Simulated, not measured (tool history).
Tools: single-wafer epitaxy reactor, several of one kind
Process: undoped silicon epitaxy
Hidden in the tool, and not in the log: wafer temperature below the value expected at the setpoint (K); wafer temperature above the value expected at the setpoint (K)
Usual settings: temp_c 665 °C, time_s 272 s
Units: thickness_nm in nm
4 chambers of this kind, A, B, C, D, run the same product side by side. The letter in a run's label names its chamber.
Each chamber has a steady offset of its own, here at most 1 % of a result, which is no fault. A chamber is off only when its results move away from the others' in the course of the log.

run	hour	temp_c	time_s	hours since the last pyrometer calibration	read-back reference wafer on the same gauge, thickness_nm	thickness_nm
1D	4.3	665	272	2378.5	52.064	62.554
2A	7.9	665	272	778.4	52.110	63.167
3C	11.6	665	272	1474.7	52.077	63.155
4B	13.8	665	272	2956.6	52.091	63.591
5D	17.6	665	272	2391.8	52.109	62.528
6B	22.4	665	272	2965.2	52.077	63.610
7A	24.9	665	272	795.4	52.130	63.324
8C	28.2	665	272	1491.3	52.106	63.273
9D	32.3	665	272	2406.5	52.121	62.363
10A	35.8	665	272	806.3	52.086	63.182
11C	38.1	665	272	1501.2	52.106	63.337
12B	43.2	665	272	2986.0	52.112	63.635
13B	47.7	665	272	2990.5	52.106	63.789
14D	51.5	665	272	2425.7	52.101	62.648
15A	54.9	665	272	825.4	52.084	63.343
16C	58.9	665	272	1522.0	52.098	63.301
17B	63.1	665	272	3005.9	52.072	63.765
18A	66.9	654	252	837.4	52.085	46.513
19D	71.5	654	252	2445.7	52.101	45.921
20C	74.5	654	252	1537.6	52.098	46.231
21C	78.7	654	252	1541.8	52.057	46.329
22B	82.8	665	272	3025.6	52.090	63.340
23D	86.8	665	272	2461.0	52.107	62.229
24A	91.5	665	272	862.0	52.105	62.989
25A	94.4	665	272	864.9	52.092	63.182
26B	98.5	665	272	3041.3	52.100	63.460
27D	102.4	665	272	2476.6	52.115	62.552
28C	106.1	665	272	1569.2	52.106	63.290
29C	110.9	665	272	1574.0	52.091	63.191
30B	114.0	665	272	3056.8	52.118	63.998
31D	117.7	665	272	2491.9	52.073	62.564
32A	120.7	665	316	891.2	52.081	73.205
33C	125.2	665	316	1588.3	52.107	73.366
34A	128.0	665	316	898.5	52.113	73.392
35D	132.3	665	316	2506.5	52.076	72.821

What goes on in this fleet: one chamber off, a drifting gauge, or nothing beyond the chambers' own small offsets? Name the chamber and the cause, if any.

No chamber stands off beyond its own small offset, and the gauge holds steady.

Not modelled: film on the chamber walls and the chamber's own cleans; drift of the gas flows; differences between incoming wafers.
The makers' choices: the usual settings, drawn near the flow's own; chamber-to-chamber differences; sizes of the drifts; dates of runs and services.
